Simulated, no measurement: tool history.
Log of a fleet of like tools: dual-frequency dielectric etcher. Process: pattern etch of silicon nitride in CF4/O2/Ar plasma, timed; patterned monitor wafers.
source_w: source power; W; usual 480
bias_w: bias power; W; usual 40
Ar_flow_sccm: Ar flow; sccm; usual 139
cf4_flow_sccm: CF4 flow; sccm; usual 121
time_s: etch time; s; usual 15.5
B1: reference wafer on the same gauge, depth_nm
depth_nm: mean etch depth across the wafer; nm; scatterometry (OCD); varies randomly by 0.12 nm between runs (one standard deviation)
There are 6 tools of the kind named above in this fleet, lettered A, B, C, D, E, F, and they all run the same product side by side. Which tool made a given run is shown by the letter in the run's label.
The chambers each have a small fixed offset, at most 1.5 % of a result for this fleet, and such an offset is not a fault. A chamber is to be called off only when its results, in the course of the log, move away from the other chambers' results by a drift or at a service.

run 1A hour=8.1 | source_w=480 bias_w=40 Ar_flow_sccm=139 cf4_flow_sccm=121 time_s=15.5 | B1=30.402 | depth_nm=25.385
-- hour=8.7 chamber C: wet clean of the chamber
run 2B hour=13.5 | source_w=480 bias_w=40 Ar_flow_sccm=139 cf4_flow_sccm=121 time_s=15.5 | B1=30.404 | depth_nm=25.976
run 3E hour=21.5 | source_w=480 bias_w=40 Ar_flow_sccm=139 cf4_flow_sccm=121 time_s=15.5 | B1=30.431 | depth_nm=25.694
run 4C hour=29.5 | source_w=480 bias_w=40 Ar_flow_sccm=139 cf4_flow_sccm=121 time_s=15.5 | B1=30.41 | depth_nm=25.864
-- hour=31.2 chamber D: wet clean of the chamber
run 5D hour=35.4 | source_w=480 bias_w=40 Ar_flow_sccm=139 cf4_flow_sccm=121 time_s=15.5 | B1=30.354 | depth_nm=25.616
run 6F hour=43.3 | source_w=480 bias_w=40 Ar_flow_sccm=139 cf4_flow_sccm=121 time_s=15.5 | B1=30.435 | depth_nm=25.437
run 7A hour=51.2 | source_w=480 bias_w=40 Ar_flow_sccm=139 cf4_flow_sccm=121 time_s=15.5 | B1=30.396 | depth_nm=25.413
run 8F hour=55.9 | source_w=480 bias_w=40 Ar_flow_sccm=139 cf4_flow_sccm=121 time_s=15.5 | B1=30.415 | depth_nm=25.248
run 9B hour=64.1 | source_w=480 bias_w=40 Ar_flow_sccm=139 cf4_flow_sccm=121 time_s=15.5 | B1=30.37 | depth_nm=25.957
run 10D hour=69 | source_w=480 bias_w=40 Ar_flow_sccm=139 cf4_flow_sccm=121 time_s=15.5 | B1=30.4 | depth_nm=25.553
run 11E hour=74.9 | source_w=480 bias_w=40 Ar_flow_sccm=139 cf4_flow_sccm=121 time_s=15.5 | B1=30.416 | depth_nm=25.843
run 12C hour=80.9 | source_w=480 bias_w=40 Ar_flow_sccm=139 cf4_flow_sccm=121 time_s=15.5 | B1=30.401 | depth_nm=26.026
run 13A hour=85.6 | source_w=480 bias_w=40 Ar_flow_sccm=139 cf4_flow_sccm=121 time_s=15.5 | B1=30.43 | depth_nm=25.579
run 14C hour=90.8 | source_w=480 bias_w=40 Ar_flow_sccm=139 cf4_flow_sccm=121 time_s=15.5 | B1=30.376 | depth_nm=26.071
run 15E hour=95.6 | source_w=390 bias_w=40 Ar_flow_sccm=139 cf4_flow_sccm=121 time_s=15.5 | B1=30.412 | depth_nm=21.599
run 16F hour=100.5 | source_w=390 bias_w=40 Ar_flow_sccm=139 cf4_flow_sccm=121 time_s=15.5 | B1=30.414 | depth_nm=21.388
run 17B hour=105.4 | source_w=390 bias_w=40 Ar_flow_sccm=139 cf4_flow_sccm=121 time_s=15.5 | B1=30.383 | depth_nm=21.801
run 18D hour=110 | source_w=390 bias_w=40 Ar_flow_sccm=139 cf4_flow_sccm=121 time_s=15.5 | B1=30.39 | depth_nm=21.309
run 19D hour=113.9 | source_w=390 bias_w=40 Ar_flow_sccm=139 cf4_flow_sccm=121 time_s=15.5 | B1=30.397 | depth_nm=21.404
run 20A hour=121.4 | source_w=390 bias_w=40 Ar_flow_sccm=139 cf4_flow_sccm=121 time_s=15.5 | B1=30.41 | depth_nm=21.325
-- hour=125.9 chamber E: wet clean of the chamber
run 21B hour=128.3 | source_w=480 bias_w=40 Ar_flow_sccm=139 cf4_flow_sccm=121 time_s=15.5 | B1=30.415 | depth_nm=25.918
-- hour=129.4 chamber B: bias power generator calibrated
run 22C hour=136.4 | source_w=480 bias_w=40 Ar_flow_sccm=139 cf4_flow_sccm=121 time_s=15.5 | B1=30.406 | depth_nm=25.964
run 23E hour=143.6 | source_w=480 bias_w=40 Ar_flow_sccm=139 cf4_flow_sccm=121 time_s=15.5 | B1=30.397 | depth_nm=25.894
run 24F hour=149.1 | source_w=480 bias_w=40 Ar_flow_sccm=139 cf4_flow_sccm=121 time_s=15.5 | B1=30.439 | depth_nm=25.559
run 25E hour=155.9 | source_w=480 bias_w=45 Ar_flow_sccm=139 cf4_flow_sccm=121 time_s=15.5 | B1=30.362 | depth_nm=27.289
-- hour=156.7 chamber B: Ar flow controller replaced
run 26F hour=162.1 | source_w=480 bias_w=45 Ar_flow_sccm=139 cf4_flow_sccm=121 time_s=15.5 | B1=30.392 | depth_nm=26.652
run 27C hour=166.7 | source_w=480 bias_w=45 Ar_flow_sccm=139 cf4_flow_sccm=121 time_s=15.5 | B1=30.419 | depth_nm=27.201
run 28D hour=172.9 | source_w=480 bias_w=45 Ar_flow_sccm=139 cf4_flow_sccm=121 time_s=15.5 | B1=30.399 | depth_nm=26.666
run 29A hour=177.3 | source_w=480 bias_w=45 Ar_flow_sccm=139 cf4_flow_sccm=121 time_s=15.5 | B1=30.409 | depth_nm=26.533
run 30B hour=184.1 | source_w=480 bias_w=45 Ar_flow_sccm=139 cf4_flow_sccm=121 time_s=15.5 | B1=30.434 | depth_nm=26.994
run 31D hour=189.2 | source_w=480 bias_w=40 Ar_flow_sccm=139 cf4_flow_sccm=121 time_s=15.5 | B1=30.388 | depth_nm=25.447
-- hour=196.2 chamber F: wet clean of the chamber
run 32E hour=197.2 | source_w=480 bias_w=40 Ar_flow_sccm=139 cf4_flow_sccm=121 time_s=15.5 | B1=30.377 | depth_nm=26.446
run 33F hour=201.2 | source_w=480 bias_w=33 Ar_flow_sccm=139 cf4_flow_sccm=121 time_s=15.5 | B1=30.404 | depth_nm=23.917
run 34C hour=206.1 | source_w=480 bias_w=33 Ar_flow_sccm=139 cf4_flow_sccm=121 time_s=15.5 | B1=30.41 | depth_nm=24.249
run 35B hour=210.2 | source_w=480 bias_w=33 Ar_flow_sccm=139 cf4_flow_sccm=121 time_s=15.5 | B1=30.413 | depth_nm=24.267
run 36A hour=214.6 | source_w=480 bias_w=33 Ar_flow_sccm=139 cf4_flow_sccm=121 time_s=15.5 | B1=30.426 | depth_nm=23.845
run 37F hour=220.3 | source_w=480 bias_w=33 Ar_flow_sccm=139 cf4_flow_sccm=121 time_s=15.5 | B1=30.408 | depth_nm=23.765
run 38B hour=227.3 | source_w=480 bias_w=33 Ar_flow_sccm=139 cf4_flow_sccm=121 time_s=15.5 | B1=30.419 | depth_nm=24.162

Predict what each chamber gives when all 6 of them run the settings below next.
run 39A hour=233.3 | source_w=420 bias_w=40 Ar_flow_sccm=139 cf4_flow_sccm=121 time_s=15.5 | depth_nm=?
run 39B hour=233.3 | source_w=420 bias_w=40 Ar_flow_sccm=139 cf4_flow_sccm=121 time_s=15.5 | depth_nm=?
run 39C hour=233.3 | source_w=420 bias_w=40 Ar_flow_sccm=139 cf4_flow_sccm=121 time_s=15.5 | depth_nm=?
run 39D hour=233.3 | source_w=420 bias_w=40 Ar_flow_sccm=139 cf4_flow_sccm=121 time_s=15.5 | depth_nm=?
run 39E hour=233.3 | source_w=420 bias_w=40 Ar_flow_sccm=139 cf4_flow_sccm=121 time_s=15.5 | depth_nm=?
run 39F hour=233.3 | source_w=420 bias_w=40 Ar_flow_sccm=139 cf4_flow_sccm=121 time_s=15.5 | depth_nm=?

run=39A depth_nm=22.509
run=39B depth_nm=23.213
run=39C depth_nm=23.143
run=39D depth_nm=22.713
run=39E depth_nm=23.598
run=39F depth_nm=22.581

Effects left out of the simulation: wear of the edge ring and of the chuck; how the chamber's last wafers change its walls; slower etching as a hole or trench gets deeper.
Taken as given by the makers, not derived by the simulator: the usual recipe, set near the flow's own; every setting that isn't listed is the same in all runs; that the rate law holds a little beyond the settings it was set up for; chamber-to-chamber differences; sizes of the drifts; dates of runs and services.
